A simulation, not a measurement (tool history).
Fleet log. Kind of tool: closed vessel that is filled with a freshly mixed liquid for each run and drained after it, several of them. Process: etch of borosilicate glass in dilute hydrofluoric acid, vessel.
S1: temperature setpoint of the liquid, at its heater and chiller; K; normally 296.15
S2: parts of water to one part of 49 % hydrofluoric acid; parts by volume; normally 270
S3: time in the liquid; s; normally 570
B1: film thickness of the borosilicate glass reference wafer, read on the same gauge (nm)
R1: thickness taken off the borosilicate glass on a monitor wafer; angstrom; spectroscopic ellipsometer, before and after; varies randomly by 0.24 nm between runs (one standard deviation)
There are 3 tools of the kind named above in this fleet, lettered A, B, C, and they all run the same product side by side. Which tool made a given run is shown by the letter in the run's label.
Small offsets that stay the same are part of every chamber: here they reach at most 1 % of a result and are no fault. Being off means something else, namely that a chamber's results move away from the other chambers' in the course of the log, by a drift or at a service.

{"run": "1B", "hour": 4.1, "S1": 296.15, "S2": 270, "S3": 570, "B1": 80.011, "R1": 494.97}
{"run": "2C", "hour": 8.4, "S1": 296.15, "S2": 270, "S3": 570, "B1": 80.029, "R1": 498.43}
{"run": "3A", "hour": 12.5, "S1": 296.15, "S2": 270, "S3": 570, "B1": 80.021, "R1": 501.66}
{"run": "4B", "hour": 16.6, "S1": 296.15, "S2": 270, "S3": 570, "B1": 80.033, "R1": 498.74}
{"run": "5C", "hour": 20.1, "S1": 296.15, "S2": 270, "S3": 570, "B1": 79.99, "R1": 495.75}
{"run": "6A", "hour": 23.1, "S1": 296.15, "S2": 270, "S3": 570, "B1": 79.998, "R1": 501.52}
{"run": "7C", "hour": 26.8, "S1": 296.15, "S2": 270, "S3": 570, "B1": 79.992, "R1": 501.44}
{"run": "8B", "hour": 29.9, "S1": 298.65, "S2": 155, "S3": 570, "B1": 80.003, "R1": 1080.1}
{"run": "9A", "hour": 33.2, "S1": 298.65, "S2": 155, "S3": 570, "B1": 80.017, "R1": 1090}
{"run": "10A", "hour": 36.4, "S1": 298.65, "S2": 155, "S3": 570, "B1": 80.048, "R1": 1088.2}
{"run": "11C", "hour": 38.4, "S1": 296.15, "S2": 270, "S3": 570, "B1": 80.04, "R1": 499.34}
{"run": "12B", "hour": 41.8, "S1": 293.65, "S2": 270, "S3": 570, "B1": 80.01, "R1": 453.72}
{"run": "13B", "hour": 44.0, "S1": 293.65, "S2": 270, "S3": 570, "B1": 80.012, "R1": 453.88}
{"run": "14C", "hour": 46.2, "S1": 293.65, "S2": 270, "S3": 570, "B1": 80.023, "R1": 461.35}
{"run": "15A", "hour": 50.3, "S1": 296.15, "S2": 270, "S3": 570, "B1": 80.03, "R1": 503.27}
{"run": "16A", "hour": 52.5, "S1": 296.15, "S2": 270, "S3": 570, "B1": 79.976, "R1": 496.84}
{"run": "17C", "hour": 55.2, "S1": 296.15, "S2": 270, "S3": 570, "B1": 80.012, "R1": 508.72}
{"run": "18B", "hour": 57.7, "S1": 296.15, "S2": 270, "S3": 570, "B1": 79.986, "R1": 501.02}
{"run": "19A", "hour": 61.8, "S1": 296.15, "S2": 270, "S3": 570, "B1": 79.986, "R1": 500.52}
{"run": "20B", "hour": 64.2, "S1": 296.15, "S2": 270, "S3": 570, "B1": 80.027, "R1": 495.56}
{"run": "21C", "hour": 68.2, "S1": 296.15, "S2": 270, "S3": 570, "B1": 79.946, "R1": 508.61}
{"run": "22C", "hour": 70.7, "S1": 296.15, "S2": 270, "S3": 570, "B1": 79.994, "R1": 506.82}
{"run": "23B", "hour": 73.6, "S1": 296.15, "S2": 270, "S3": 570, "B1": 80.005, "R1": 496.83}
{"run": "24A", "hour": 77.0, "S1": 296.15, "S2": 270, "S3": 570, "B1": 79.967, "R1": 498.4}
{"run": "25B", "hour": 79.6, "S1": 296.15, "S2": 270, "S3": 570, "B1": 80.024, "R1": 497.95}
{"run": "26A", "hour": 83.5, "S1": 296.15, "S2": 270, "S3": 570, "B1": 80.052, "R1": 500.07}
{"run": "27C", "hour": 86.2, "S1": 296.15, "S2": 270, "S3": 570, "B1": 79.998, "R1": 517.49}
{"run": "28A", "hour": 88.2, "S1": 298.65, "S2": 270, "S3": 570, "B1": 80.006, "R1": 543.96}
{"run": "29C", "hour": 90.5, "S1": 298.65, "S2": 270, "S3": 570, "B1": 79.996, "R1": 557.94}
{"run": "30B", "hour": 94.9, "S1": 298.65, "S2": 270, "S3": 570, "B1": 80.049, "R1": 538.43}
{"run": "31B", "hour": 97.1, "S1": 296.15, "S2": 270, "S3": 570, "B1": 80.021, "R1": 498.73}
{"run": "32A", "hour": 100.9, "S1": 296.15, "S2": 270, "S3": 570, "B1": 80, "R1": 498.69}
{"run": "33C", "hour": 105.3, "S1": 296.15, "S2": 270, "S3": 570, "B1": 79.988, "R1": 517.5}
{"run": "34B", "hour": 107.2, "S1": 296.15, "S2": 270, "S3": 570, "B1": 80, "R1": 502.27}
{"run": "35A", "hour": 111.5, "S1": 296.15, "S2": 270, "S3": 570, "B1": 80.02, "R1": 498.9}
{"run": "36C", "hour": 113.8, "S1": 296.15, "S2": 270, "S3": 570, "B1": 79.957, "R1": 516.73}
{"run": "37C", "hour": 115.9, "S1": 296.15, "S2": 270, "S3": 570, "B1": 80, "R1": 517.68}
{"run": "38B", "hour": 118.4, "S1": 296.15, "S2": 270, "S3": 570, "B1": 79.968, "R1": 499.64}
{"run": "39A", "hour": 122.7, "S1": 296.15, "S2": 270, "S3": 570, "B1": 79.958, "R1": 499.42}

Next, all 3 chambers run the settings below, one line each with question marks for the results. What does each chamber give?
{"run": "40A", "hour": 125.9, "S1": 296.15, "S2": 270, "S3": 570, "R1": "?"}
{"run": "40B", "hour": 125.9, "S1": 296.15, "S2": 270, "S3": 570, "R1": "?"}
{"run": "40C", "hour": 125.9, "S1": 296.15, "S2": 270, "S3": 570, "R1": "?"}

run=40A R1=498.31
run=40B R1=498.32
run=40C R1=521.83
